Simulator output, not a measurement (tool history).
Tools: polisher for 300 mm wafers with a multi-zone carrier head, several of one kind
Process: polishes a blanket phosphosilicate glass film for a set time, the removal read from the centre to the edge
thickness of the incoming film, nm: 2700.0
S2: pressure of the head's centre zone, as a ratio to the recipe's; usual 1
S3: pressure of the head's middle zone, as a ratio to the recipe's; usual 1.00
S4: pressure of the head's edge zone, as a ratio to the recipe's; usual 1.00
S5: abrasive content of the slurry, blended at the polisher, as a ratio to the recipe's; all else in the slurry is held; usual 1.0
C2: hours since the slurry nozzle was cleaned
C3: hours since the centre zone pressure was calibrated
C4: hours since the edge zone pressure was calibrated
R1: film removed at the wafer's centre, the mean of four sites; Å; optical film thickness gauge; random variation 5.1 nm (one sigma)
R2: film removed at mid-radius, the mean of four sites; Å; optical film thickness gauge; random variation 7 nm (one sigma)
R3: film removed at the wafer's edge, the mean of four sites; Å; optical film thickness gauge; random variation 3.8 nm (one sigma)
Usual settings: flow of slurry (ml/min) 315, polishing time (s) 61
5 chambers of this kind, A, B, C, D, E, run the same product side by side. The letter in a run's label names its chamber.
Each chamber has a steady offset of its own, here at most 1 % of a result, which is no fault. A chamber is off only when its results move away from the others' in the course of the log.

{"hour": 2.3, "done": "chamber C: worn pad replaced by a new one"}
{"run": "1C", "hour": 9.1, "flow of slurry (ml/min)": 315, "S2": 1, "S3": 1.0, "S4": 1.0, "S5": 1.0, "polishing time (s)": 61, "wafers polished on this pad": 72, "C2": 383.2, "C3": 871.2, "C4": 347.1, "R1": 5397.2, "R2": 5406.6, "R3": 5421.3}
{"hour": 13.9, "done": "chamber D: worn pad replaced by a new one"}
{"hour": 15.1, "done": "chamber C: slurry nozzle cleaned"}
{"hour": 19.5, "done": "chamber B: worn pad replaced by a new one"}
{"run": "2B", "hour": 20.0, "flow of slurry (ml/min)": 315, "S2": 1, "S3": 1.0, "S4": 1.0, "S5": 1.0, "polishing time (s)": 61, "wafers polished on this pad": 5, "C2": 111.3, "C3": 363.2, "C4": 101.1, "R1": 5400.7, "R2": 5440.9, "R3": 5440.4}
{"run": "3A", "hour": 26.3, "flow of slurry (ml/min)": 315, "S2": 1, "S3": 1.0, "S4": 1.0, "S5": 1.0, "polishing time (s)": 61, "wafers polished on this pad": 702, "C2": 341.0, "C3": 465.7, "C4": 149.1, "R1": 5464.7, "R2": 5275.9, "R3": 5263.6}
{"hour": 32.9, "done": "chamber A: worn pad replaced by a new one"}
{"run": "4E", "hour": 38.8, "flow of slurry (ml/min)": 315, "S2": 1, "S3": 1.0, "S4": 1.0, "S5": 1.0, "polishing time (s)": 61, "wafers polished on this pad": 728, "C2": 158.2, "C3": 468.9, "C4": 294.1, "R1": 5500.2, "R2": 5359.4, "R3": 5415.9}
{"run": "5D", "hour": 49.6, "flow of slurry (ml/min)": 315, "S2": 1, "S3": 1.0, "S4": 1.0, "S5": 1.0, "polishing time (s)": 61, "wafers polished on this pad": 376, "C2": 350.2, "C3": 1104.3, "C4": 90.4, "R1": 5468.0, "R2": 5423.1, "R3": 5387.2}
{"hour": 51.6, "done": "chamber A: slurry nozzle cleaned"}
{"run": "6C", "hour": 56.9, "flow of slurry (ml/min)": 315, "S2": 1, "S3": 1.0, "S4": 1.0, "S5": 1.0, "polishing time (s)": 61, "wafers polished on this pad": 574, "C2": 41.9, "C3": 919.0, "C4": 394.9, "R1": 5339.2, "R2": 5306.8, "R3": 5420.9}
{"hour": 58.9, "done": "chamber D: slurry nozzle cleaned"}
{"run": "7D", "hour": 68.7, "flow of slurry (ml/min)": 315, "S2": 1, "S3": 1.0, "S4": 1.0, "S5": 1.0, "polishing time (s)": 61, "wafers polished on this pad": 577, "C2": 9.9, "C3": 1123.4, "C4": 109.5, "R1": 5427.8, "R2": 5288.9, "R3": 5431.8}
{"hour": 76.6, "done": "chamber C: worn pad replaced by a new one"}
{"run": "8B", "hour": 80.4, "flow of slurry (ml/min)": 315, "S2": 1, "S3": 1.0, "S4": 1.0, "S5": 1.0, "polishing time (s)": 61, "wafers polished on this pad": 641, "C2": 171.7, "C3": 423.6, "C4": 161.5, "R1": 5522.7, "R2": 5472.9, "R3": 5400.5}
{"hour": 83.1, "done": "chamber E: worn pad replaced by a new one"}
{"run": "9E", "hour": 89.5, "flow of slurry (ml/min)": 360, "S2": 1, "S3": 1.0, "S4": 1.06, "S5": 1.0, "polishing time (s)": 61, "wafers polished on this pad": 68, "C2": 208.9, "C3": 519.6, "C4": 344.8, "R1": 5492.9, "R2": 5512.9, "R3": 5601.4}
{"hour": 92.5, "done": "chamber D: worn pad replaced by a new one"}
{"run": "10A", "hour": 96.0, "flow of slurry (ml/min)": 360, "S2": 1, "S3": 1.0, "S4": 1.06, "S5": 1.0, "polishing time (s)": 61, "wafers polished on this pad": 664, "C2": 44.5, "C3": 535.4, "C4": 218.8, "R1": 5469.3, "R2": 5421.5, "R3": 5525.7}
{"run": "11C", "hour": 105.1, "flow of slurry (ml/min)": 360, "S2": 1, "S3": 1.0, "S4": 1.06, "S5": 1.0, "polishing time (s)": 61, "wafers polished on this pad": 300, "C2": 90.1, "C3": 967.2, "C4": 443.1, "R1": 5512.8, "R2": 5409.0, "R3": 5600.4}
{"hour": 110.3, "done": "chamber A: worn pad replaced by a new one"}
{"run": "12A", "hour": 112.3, "flow of slurry (ml/min)": 360, "S2": 1, "S3": 1.0, "S4": 1.06, "S5": 1.0, "polishing time (s)": 61, "wafers polished on this pad": 21, "C2": 60.8, "C3": 551.7, "C4": 235.1, "R1": 5588.9, "R2": 5601.2, "R3": 5614.8}
{"run": "13E", "hour": 119.2, "flow of slurry (ml/min)": 360, "S2": 1, "S3": 1.0, "S4": 1.06, "S5": 1.0, "polishing time (s)": 61, "wafers polished on this pad": 380, "C2": 238.6, "C3": 549.3, "C4": 374.5, "R1": 5509.4, "R2": 5484.1, "R3": 5634.7}
{"hour": 128.0, "done": "chamber B: worn pad replaced by a new one"}
{"run": "14B", "hour": 130.5, "flow of slurry (ml/min)": 315, "S2": 1, "S3": 1.0, "S4": 1.0, "S5": 1.0, "polishing time (s)": 61, "wafers polished on this pad": 26, "C2": 221.8, "C3": 473.7, "C4": 211.6, "R1": 5438.5, "R2": 5464.5, "R3": 5386.6}
{"run": "15D", "hour": 138.1, "flow of slurry (ml/min)": 315, "S2": 1, "S3": 1.0, "S4": 1.0, "S5": 1.0, "polishing time (s)": 61, "wafers polished on this pad": 480, "C2": 79.3, "C3": 1192.8, "C4": 178.9, "R1": 5443.8, "R2": 5404.6, "R3": 5356.3}
{"run": "16C", "hour": 148.8, "flow of slurry (ml/min)": 315, "S2": 1, "S3": 1.0, "S4": 1.0, "S5": 1.0, "polishing time (s)": 61, "wafers polished on this pad": 759, "C2": 133.8, "C3": 1010.9, "C4": 486.8, "R1": 5474.8, "R2": 5392.8, "R3": 5455.5}
{"hour": 150.7, "done": "chamber C: worn pad replaced by a new one"}
{"run": "17B", "hour": 158.0, "flow of slurry (ml/min)": 315, "S2": 1, "S3": 1.0, "S4": 1.0, "S5": 1.0, "polishing time (s)": 61, "wafers polished on this pad": 315, "C2": 249.3, "C3": 501.2, "C4": 239.1, "R1": 5376.0, "R2": 5540.4, "R3": 5438.3}
{"hour": 167.6, "done": "chamber D: worn pad replaced by a new one"}
{"run": "18E", "hour": 170.0, "flow of slurry (ml/min)": 315, "S2": 1, "S3": 1.0, "S4": 1.0, "S5": 1.0, "polishing time (s)": 61, "wafers polished on this pad": 915, "C2": 289.4, "C3": 600.1, "C4": 425.3, "R1": 5447.3, "R2": 5395.9, "R3": 5376.4}
{"hour": 175.9, "done": "chamber B: slurry nozzle cleaned"}
{"run": "19D", "hour": 176.3, "flow of slurry (ml/min)": 315, "S2": 1, "S3": 1.0, "S4": 1.0, "S5": 1.0, "polishing time (s)": 61, "wafers polished on this pad": 92, "C2": 117.5, "C3": 1231.0, "C4": 217.1, "R1": 5429.8, "R2": 5435.5, "R3": 5459.4}
{"hour": 178.8, "done": "chamber A: worn pad replaced by a new one"}
{"hour": 182.5, "done": "chamber E: slurry nozzle cleaned"}
{"run": "20A", "hour": 188.1, "flow of slurry (ml/min)": 315, "S2": 1, "S3": 1.0, "S4": 1.0, "S5": 1.0, "polishing time (s)": 61, "wafers polished on this pad": 97, "C2": 136.6, "C3": 627.5, "C4": 310.9, "R1": 5394.1, "R2": 5372.0, "R3": 5357.3}
{"hour": 194.8, "done": "chamber E: worn pad replaced by a new one"}
{"run": "21E", "hour": 195.7, "flow of slurry (ml/min)": 315, "S2": 1, "S3": 1.06, "S4": 1.0, "S5": 1.1, "polishing time (s)": 61, "wafers polished on this pad": 9, "C2": 13.3, "C3": 625.8, "C4": 451.0, "R1": 5546.7, "R2": 5911.2, "R3": 5603.6}
{"run": "22B", "hour": 205.1, "flow of slurry (ml/min)": 315, "S2": 1, "S3": 1.06, "S4": 1.0, "S5": 1.1, "polishing time (s)": 61, "wafers polished on this pad": 811, "C2": 29.3, "C3": 548.3, "C4": 286.2, "R1": 5640.6, "R2": 5974.1, "R3": 5638.2}
{"run": "23C", "hour": 211.2, "flow of slurry (ml/min)": 315, "S2": 1, "S3": 1.06, "S4": 1.0, "S5": 1.1, "polishing time (s)": 61, "wafers polished on this pad": 636, "C2": 196.2, "C3": 1073.3, "C4": 549.2, "R1": 5732.5, "R2": 5980.4, "R3": 5629.3}
{"hour": 220.8, "done": "chamber C: worn pad replaced by a new one"}
{"run": "24D", "hour": 221.9, "flow of slurry (ml/min)": 315, "S2": 1, "S3": 1.06, "S4": 1.0, "S5": 1.1, "polishing time (s)": 61, "wafers polished on this pad": 572, "C2": 163.1, "C3": 1276.6, "C4": 262.7, "R1": 5677.8, "R2": 5966.4, "R3": 5681.7}
{"run": "25A", "hour": 234.1, "flow of slurry (ml/min)": 315, "S2": 1, "S3": 1.06, "S4": 1.0, "S5": 1.1, "polishing time (s)": 61, "wafers polished on this pad": 581, "C2": 182.6, "C3": 673.5, "C4": 356.9, "R1": 5598.3, "R2": 5926.8, "R3": 5587.0}
{"hour": 236.2, "done": "chamber B: worn pad replaced by a new one"}
{"hour": 245.4, "done": "chamber A: worn pad replaced by a new one"}
{"run": "26E", "hour": 246.5, "flow of slurry (ml/min)": 315, "S2": 1, "S3": 1.0, "S4": 1.0, "S5": 1.0, "polishing time (s)": 61, "wafers polished on this pad": 544, "C2": 64.1, "C3": 676.6, "C4": 501.8, "R1": 5372.2, "R2": 5513.8, "R3": 5390.9}
{"hour": 248.9, "done": "chamber D: worn pad replaced by a new one"}
{"run": "27B", "hour": 254.4, "flow of slurry (ml/min)": 315, "S2": 1, "S3": 1.0, "S4": 1.0, "S5": 1.0, "polishing time (s)": 61, "wafers polished on this pad": 192, "C2": 78.6, "C3": 597.6, "C4": 335.5, "R1": 5459.4, "R2": 5414.0, "R3": 5440.2}
{"run": "28D", "hour": 260.4, "flow of slurry (ml/min)": 315, "S2": 1, "S3": 1.0, "S4": 1.0, "S5": 1.0, "polishing time (s)": 61, "wafers polished on this pad": 121, "C2": 201.6, "C3": 1315.1, "C4": 301.2, "R1": 5383.3, "R2": 5474.0, "R3": 5478.4}
{"run": "29C", "hour": 269.3, "flow of slurry (ml/min)": 315, "S2": 1, "S3": 1.0, "S4": 1.0, "S5": 1.0, "polishing time (s)": 61, "wafers polished on this pad": 511, "C2": 254.3, "C3": 1131.4, "C4": 607.3, "R1": 5448.8, "R2": 5402.4, "R3": 5469.4}
{"hour": 274.3, "done": "chamber D: centre zone pressure recalibrated"}
{"run": "30A", "hour": 275.7, "flow of slurry (ml/min)": 315, "S2": 1, "S3": 1.0, "S4": 1.0, "S5": 1.0, "polishing time (s)": 61, "wafers polished on this pad": 319, "C2": 224.2, "C3": 715.1, "C4": 398.5, "R1": 5364.6, "R2": 5433.9, "R3": 5339.8}
{"run": "31E", "hour": 282.9, "flow of slurry (ml/min)": 315, "S2": 1, "S3": 1.0, "S4": 1.0, "S5": 1.0, "polishing time (s)": 61, "wafers polished on this pad": 927, "C2": 100.5, "C3": 713.0, "C4": 538.2, "R1": 5358.5, "R2": 5544.7, "R3": 5364.1}
{"run": "32D", "hour": 290.0, "flow of slurry (ml/min)": 315, "S2": 1, "S3": 1.0, "S4": 1.0, "S5": 1.0, "polishing time (s)": 61, "wafers polished on this pad": 432, "C2": 231.2, "C3": 15.7, "C4": 330.8, "R1": 5411.8, "R2": 5460.6, "R3": 5485.4}
{"run": "33A", "hour": 297.4, "flow of slurry (ml/min)": 315, "S2": 1, "S3": 1.0, "S4": 1.0, "S5": 1.0, "polishing time (s)": 61, "wafers polished on this pad": 547, "C2": 245.9, "C3": 736.8, "C4": 420.2, "R1": 5362.2, "R2": 5440.1, "R3": 5423.5}
{"hour": 297.9, "done": "chamber C: worn pad replaced by a new one"}
{"run": "34C", "hour": 306.1, "flow of slurry (ml/min)": 315, "S2": 1, "S3": 1.0, "S4": 1.0, "S5": 1.0, "polishing time (s)": 61, "wafers polished on this pad": 86, "C2": 291.1, "C3": 1168.2, "C4": 644.1, "R1": 5400.9, "R2": 5340.8, "R3": 5419.9}
{"hour": 308.1, "done": "chamber A: worn pad replaced by a new one"}
{"run": "35B", "hour": 312.5, "flow of slurry (ml/min)": 315, "S2": 1, "S3": 0.89, "S4": 1.0, "S5": 1.0, "polishing time (s)": 51, "wafers polished on this pad": 803, "C2": 136.7, "C3": 655.7, "C4": 393.6, "R1": 4498.9, "R2": 4175.8, "R3": 4550.7}
{"run": "36A", "hour": 321.9, "flow of slurry (ml/min)": 315, "S2": 1, "S3": 0.89, "S4": 1.0, "S5": 1.0, "polishing time (s)": 51, "wafers polished on this pad": 145, "C2": 270.4, "C3": 761.3, "C4": 444.7, "R1": 4489.5, "R2": 4135.3, "R3": 4473.3}
{"run": "37C", "hour": 333.4, "flow of slurry (ml/min)": 315, "S2": 1, "S3": 0.89, "S4": 1.0, "S5": 1.0, "polishing time (s)": 51, "wafers polished on this pad": 373, "C2": 318.4, "C3": 1195.5, "C4": 671.4, "R1": 4551.3, "R2": 4162.0, "R3": 4495.1}
{"hour": 333.8, "done": "chamber D: worn pad replaced by a new one"}
{"run": "38D", "hour": 342.1, "flow of slurry (ml/min)": 315, "S2": 1, "S3": 0.89, "S4": 1.0, "S5": 1.0, "polishing time (s)": 51, "wafers polished on this pad": 88, "C2": 283.3, "C3": 67.8, "C4": 382.9, "R1": 4506.3, "R2": 4080.2, "R3": 4524.0}
{"run": "39B", "hour": 352.5, "flow of slurry (ml/min)": 315, "S2": 1, "S3": 0.89, "S4": 1.0, "S5": 1.0, "polishing time (s)": 51, "wafers polished on this pad": 1224, "C2": 176.7, "C3": 695.7, "C4": 433.6, "R1": 4510.9, "R2": 4007.9, "R3": 4550.3}

What goes on in this fleet: one chamber off, a drifting gauge, or nothing beyond the chambers' own small offsets? Name the chamber and the cause, if any.

No chamber stands off beyond its own small offset, and the gauge holds steady.

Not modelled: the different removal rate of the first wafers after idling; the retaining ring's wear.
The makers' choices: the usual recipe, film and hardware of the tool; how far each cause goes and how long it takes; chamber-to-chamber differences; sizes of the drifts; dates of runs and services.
